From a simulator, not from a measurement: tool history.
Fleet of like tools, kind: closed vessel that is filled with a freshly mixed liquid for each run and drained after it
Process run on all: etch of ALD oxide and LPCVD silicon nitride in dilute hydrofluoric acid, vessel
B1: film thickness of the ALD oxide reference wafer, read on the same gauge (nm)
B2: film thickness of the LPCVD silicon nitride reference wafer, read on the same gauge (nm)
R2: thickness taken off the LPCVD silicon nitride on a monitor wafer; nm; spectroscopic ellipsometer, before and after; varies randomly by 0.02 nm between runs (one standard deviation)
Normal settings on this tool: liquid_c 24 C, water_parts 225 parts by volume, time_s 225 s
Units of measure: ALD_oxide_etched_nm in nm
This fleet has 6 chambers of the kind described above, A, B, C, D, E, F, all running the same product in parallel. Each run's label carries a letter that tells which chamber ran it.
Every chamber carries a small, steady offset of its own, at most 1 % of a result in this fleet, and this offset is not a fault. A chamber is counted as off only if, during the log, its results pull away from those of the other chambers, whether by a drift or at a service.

run 1B day=0.1 | liquid_c=24 water_parts=225 time_s=225 | B1=49.988 B2=70.02 | ALD_oxide_etched_nm=13.375 R2=0.49323
run 2F day=0.279 | liquid_c=24 water_parts=225 time_s=225 | B1=49.969 B2=70.056 | ALD_oxide_etched_nm=13.145 R2=0.46295
run 3E day=0.4 | liquid_c=24 water_parts=225 time_s=225 | B1=50.009 B2=70.028 | ALD_oxide_etched_nm=13.133 R2=0.49953
run 4D day=0.579 | liquid_c=24 water_parts=225 time_s=225 | B1=50.012 B2=70.043 | ALD_oxide_etched_nm=13.135 R2=0.52018
run 5A day=0.662 | liquid_c=24 water_parts=225 time_s=225 | B1=49.991 B2=70.005 | ALD_oxide_etched_nm=13.227 R2=0.47697
run 6C day=0.792 | liquid_c=24 water_parts=225 time_s=225 | B1=50.001 B2=69.978 | ALD_oxide_etched_nm=12.962 R2=0.49501
run 7F day=0.908 | liquid_c=19.5 water_parts=225 time_s=225 | B1=49.976 B2=70.021 | ALD_oxide_etched_nm=11.167 R2=0.37243
run 8E day=1.05 | liquid_c=19.5 water_parts=225 time_s=225 | B1=49.997 B2=70.028 | ALD_oxide_etched_nm=11.091 R2=0.35503
run 9B day=1.2 | liquid_c=19.5 water_parts=225 time_s=225 | B1=50.008 B2=69.981 | ALD_oxide_etched_nm=11.366 R2=0.3831
run 10C day=1.288 | liquid_c=19.5 water_parts=225 time_s=225 | B1=50.024 B2=70.039 | ALD_oxide_etched_nm=10.969 R2=0.37793
run 11D day=1.442 | liquid_c=19.5 water_parts=225 time_s=225 | B1=50.002 B2=70.038 | ALD_oxide_etched_nm=11.141 R2=0.3763
run 12A day=1.592 | liquid_c=19.5 water_parts=225 time_s=225 | B1=50.008 B2=69.979 | ALD_oxide_etched_nm=11.264 R2=0.37381
run 13D day=1.683 | liquid_c=24 water_parts=225 time_s=225 | B1=50.007 B2=69.964 | ALD_oxide_etched_nm=13.047 R2=0.47728
run 14B day=1.775 | liquid_c=24 water_parts=225 time_s=225 | B1=49.999 B2=70.05 | ALD_oxide_etched_nm=13.22 R2=0.51045
run 15A day=1.9 | liquid_c=24 water_parts=225 time_s=225 | B1=49.995 B2=69.988 | ALD_oxide_etched_nm=13.063 R2=0.50008
run 16C day=2.067 | liquid_c=24 water_parts=225 time_s=225 | B1=49.95 B2=70.037 | ALD_oxide_etched_nm=13.093 R2=0.50448
run 17E day=2.15 | liquid_c=19.5 water_parts=225 time_s=225 | B1=49.98 B2=69.962 | ALD_oxide_etched_nm=10.8 R2=0.37694
run 18F day=2.317 | liquid_c=19.5 water_parts=225 time_s=225 | B1=50.028 B2=70.018 | ALD_oxide_etched_nm=11.274 R2=0.37246
run 19D day=2.433 | liquid_c=19.5 water_parts=225 time_s=225 | B1=50.02 B2=69.952 | ALD_oxide_etched_nm=11.036 R2=0.40548
run 20E day=2.554 | liquid_c=19.5 water_parts=225 time_s=225 | B1=50.023 B2=69.996 | ALD_oxide_etched_nm=11.303 R2=0.36221
run 21F day=2.688 | liquid_c=19.5 water_parts=225 time_s=225 | B1=49.955 B2=70.021 | ALD_oxide_etched_nm=11.212 R2=0.35113
run 22B day=2.796 | liquid_c=19.5 water_parts=225 time_s=225 | B1=50.023 B2=69.96 | ALD_oxide_etched_nm=11.097 R2=0.37488
run 23C day=2.946 | liquid_c=24 water_parts=225 time_s=225 | B1=49.978 B2=69.988 | ALD_oxide_etched_nm=13.053 R2=0.50912
run 24A day=3.029 | liquid_c=24 water_parts=225 time_s=225 | B1=49.968 B2=70.048 | ALD_oxide_etched_nm=13.308 R2=0.47774
run 25A day=3.154 | liquid_c=24 water_parts=225 time_s=225 | B1=49.979 B2=70.008 | ALD_oxide_etched_nm=13.136 R2=0.46509
run 26C day=3.267 | liquid_c=24 water_parts=225 time_s=225 | B1=49.964 B2=69.974 | ALD_oxide_etched_nm=13.256 R2=0.46996
run 27F day=3.383 | liquid_c=24 water_parts=225 time_s=225 | B1=50.016 B2=70.016 | ALD_oxide_etched_nm=13.208 R2=0.47001
run 28E day=3.562 | liquid_c=24 water_parts=225 time_s=225 | B1=49.98 B2=69.973 | ALD_oxide_etched_nm=13.076 R2=0.47777
run 29D day=3.683 | liquid_c=24 water_parts=225 time_s=225 | B1=49.989 B2=69.983 | ALD_oxide_etched_nm=13.087 R2=0.47351
run 30B day=3.8 | liquid_c=24 water_parts=225 time_s=225 | B1=50.006 B2=70.003 | ALD_oxide_etched_nm=13.179 R2=0.48441
run 31A day=3.908 | liquid_c=24 water_parts=225 time_s=225 | B1=50.035 B2=69.995 | ALD_oxide_etched_nm=13.168 R2=0.49805
run 32B day=4.012 | liquid_c=24 water_parts=225 time_s=225 | B1=50.016 B2=70.013 | ALD_oxide_etched_nm=13.353 R2=0.49729
run 33C day=4.15 | liquid_c=24 water_parts=225 time_s=225 | B1=49.991 B2=69.997 | ALD_oxide_etched_nm=12.973 R2=0.48285
run 34E day=4.325 | liquid_c=24 water_parts=225 time_s=225 | B1=50.004 B2=70.004 | ALD_oxide_etched_nm=13.054 R2=0.49825
run 35D day=4.458 | liquid_c=24 water_parts=225 time_s=225 | B1=50.002 B2=70.001 | ALD_oxide_etched_nm=13.052 R2=0.46979
run 36F day=4.592 | liquid_c=24 water_parts=225 time_s=225 | B1=49.987 B2=69.979 | ALD_oxide_etched_nm=13.188 R2=0.49695
run 37C day=4.771 | liquid_c=24 water_parts=225 time_s=225 | B1=49.987 B2=70.029 | ALD_oxide_etched_nm=13.467 R2=0.49959
run 38D day=4.854 | liquid_c=24 water_parts=225 time_s=225 | B1=49.999 B2=70.047 | ALD_oxide_etched_nm=13.052 R2=0.48352
run 39F day=4.946 | liquid_c=24 water_parts=225 time_s=225 | B1=49.97 B2=69.985 | ALD_oxide_etched_nm=13.226 R2=0.51519

The same settings go to every chamber for the next run, one line per chamber below. Forecast the results for each:
run 40A day=5.079 | liquid_c=24 water_parts=225 time_s=225 | ALD_oxide_etched_nm=? R2=?
run 40B day=5.079 | liquid_c=24 water_parts=225 time_s=225 | ALD_oxide_etched_nm=? R2=?
run 40C day=5.079 | liquid_c=24 water_parts=225 time_s=225 | ALD_oxide_etched_nm=? R2=?
run 40D day=5.079 | liquid_c=24 water_parts=225 time_s=225 | ALD_oxide_etched_nm=? R2=?
run 40E day=5.079 | liquid_c=24 water_parts=225 time_s=225 | ALD_oxide_etched_nm=? R2=?
run 40F day=5.079 | liquid_c=24 water_parts=225 time_s=225 | ALD_oxide_etched_nm=? R2=?

run=40A ALD_oxide_etched_nm=13.075 R2=0.47933
run=40B ALD_oxide_etched_nm=13.283 R2=0.49413
run=40C ALD_oxide_etched_nm=13.27 R2=0.5102
run=40D ALD_oxide_etched_nm=13.037 R2=0.44046
run=40E ALD_oxide_etched_nm=13.132 R2=0.52855
run=40F ALD_oxide_etched_nm=13.241 R2=0.46522
